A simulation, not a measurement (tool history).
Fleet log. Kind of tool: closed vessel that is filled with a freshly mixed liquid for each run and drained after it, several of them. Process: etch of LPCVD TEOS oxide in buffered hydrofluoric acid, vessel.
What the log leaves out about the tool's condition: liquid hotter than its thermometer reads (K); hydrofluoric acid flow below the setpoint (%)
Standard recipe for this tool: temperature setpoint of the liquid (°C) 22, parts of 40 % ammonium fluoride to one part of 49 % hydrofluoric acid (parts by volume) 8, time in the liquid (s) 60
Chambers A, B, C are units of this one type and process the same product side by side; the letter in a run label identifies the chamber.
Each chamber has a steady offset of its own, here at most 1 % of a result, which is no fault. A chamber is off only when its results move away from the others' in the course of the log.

| run | day | temperature setpoint of the liquid (°C) | parts of 40 % ammonium fluoride to one part of 49 % hydrofluoric acid (parts by volume) | time in the liquid (s) | hours since the thermometer was replaced | hours since the hydrofluoric acid flow meter was replaced | read-back film thickness of the LPCVD TEOS oxide reference wafer, read on the same gauge (nm) | thickness taken off the LPCVD TEOS oxide on a monitor wafer (Å) |
|---|---|---|---|---|---|---|---|---|
| 1A | 0.308 | 22 | 8 | 60 | 1119.4 | 1630.2 | 90.006 | 1872.7 |
| 2B | 0.562 | 22 | 8 | 60 | 461.2 | 440.2 | 90.003 | 1841.3 |
|  | 0.725 | chamber B: hydrofluoric acid flow meter replaced |
| 3C | 0.917 | 22 | 8 | 60 | 415.3 | 1402.3 | 90.007 | 1923.0 |
| 4B | 1.242 | 22 | 8 | 60 | 477.5 | 12.5 | 90.009 | 1881.4 |
| 5A | 1.475 | 22 | 8 | 60 | 1147.4 | 1658.2 | 89.996 | 1890.4 |
| 6C | 1.825 | 22 | 8 | 60 | 437.1 | 1424.1 | 89.991 | 1895.7 |
| 7A | 2.042 | 22 | 8 | 60 | 1161.0 | 1671.8 | 89.992 | 1873.4 |
| 8B | 2.288 | 22 | 8 | 60 | 502.6 | 37.6 | 89.981 | 1890.0 |
| 9C | 2.658 | 22 | 8 | 60 | 457.1 | 1444.1 | 90.017 | 1863.2 |
| 10A | 2.858 | 22 | 8 | 60 | 1180.6 | 1691.4 | 90.000 | 1883.8 |
| 11C | 3.238 | 22 | 8 | 60 | 471.0 | 1458.0 | 90.000 | 1937.9 |
| 12B | 3.517 | 22 | 8 | 60 | 532.1 | 67.1 | 89.999 | 1865.2 |
| 13B | 3.754 | 22 | 8 | 60 | 537.8 | 72.8 | 90.003 | 1908.7 |
| 14A | 4.083 | 22 | 8 | 60 | 1210.0 | 1720.8 | 89.990 | 1879.7 |
| 15C | 4.404 | 22 | 8 | 60 | 499.0 | 1486.0 | 90.005 | 1932.3 |
| 16A | 4.633 | 22 | 8 | 60 | 1223.2 | 1734.0 | 90.002 | 1891.0 |
| 17C | 4.867 | 22 | 8 | 60 | 510.1 | 1497.1 | 90.010 | 1926.1 |
| 18B | 5.096 | 22 | 8 | 60 | 570.0 | 105.0 | 90.004 | 1847.7 |
| 19C | 5.400 | 22 | 8 | 60 | 522.9 | 1509.9 | 90.003 | 1971.0 |
| 20B | 5.771 | 22 | 8 | 60 | 586.2 | 121.2 | 90.034 | 1867.1 |
| 21A | 6.050 | 22 | 8 | 60 | 1257.2 | 1768.0 | 90.012 | 1857.9 |
| 22C | 6.308 | 22 | 8 | 60 | 544.7 | 1531.7 | 90.003 | 1975.5 |
| 23B | 6.625 | 22 | 8 | 60 | 606.7 | 141.7 | 90.016 | 1876.6 |
| 24A | 6.850 | 22 | 8 | 60 | 1276.4 | 1787.2 | 90.020 | 1858.0 |
| 25A | 7.229 | 22 | 8 | 60 | 1285.5 | 1796.3 | 90.003 | 1863.7 |
| 26C | 7.625 | 22 | 8 | 60 | 576.3 | 1563.3 | 90.007 | 2005.5 |
| 27B | 7.954 | 22 | 8 | 60 | 638.6 | 173.6 | 89.994 | 1877.1 |
| 28A | 8.217 | 22 | 8 | 60 | 1309.2 | 1820.0 | 89.997 | 1863.0 |
|  | 8.521 | chamber C: hydrofluoric acid flow meter replaced |
| 29B | 8.529 | 22 | 8 | 60 | 652.4 | 187.4 | 90.000 | 1894.7 |
| 30C | 8.888 | 22 | 8 | 60 | 606.6 | 8.9 | 90.007 | 2004.1 |

Predict what each chamber gives when all 3 of them run the settings below next.
| 31A | 9.188 | 22 | 8 | 60 |  |  |  | ? |
| 31B | 9.188 | 22 | 8 | 60 |  |  |  | ? |
| 31C | 9.188 | 22 | 8 | 60 |  |  |  | ? |

| run | thickness taken off the LPCVD TEOS oxide on a monitor wafer (Å) |
|---|---|
| 31A | 1857.6 |
| 31B | 1875.0 |
| 31C | 2018.6 |
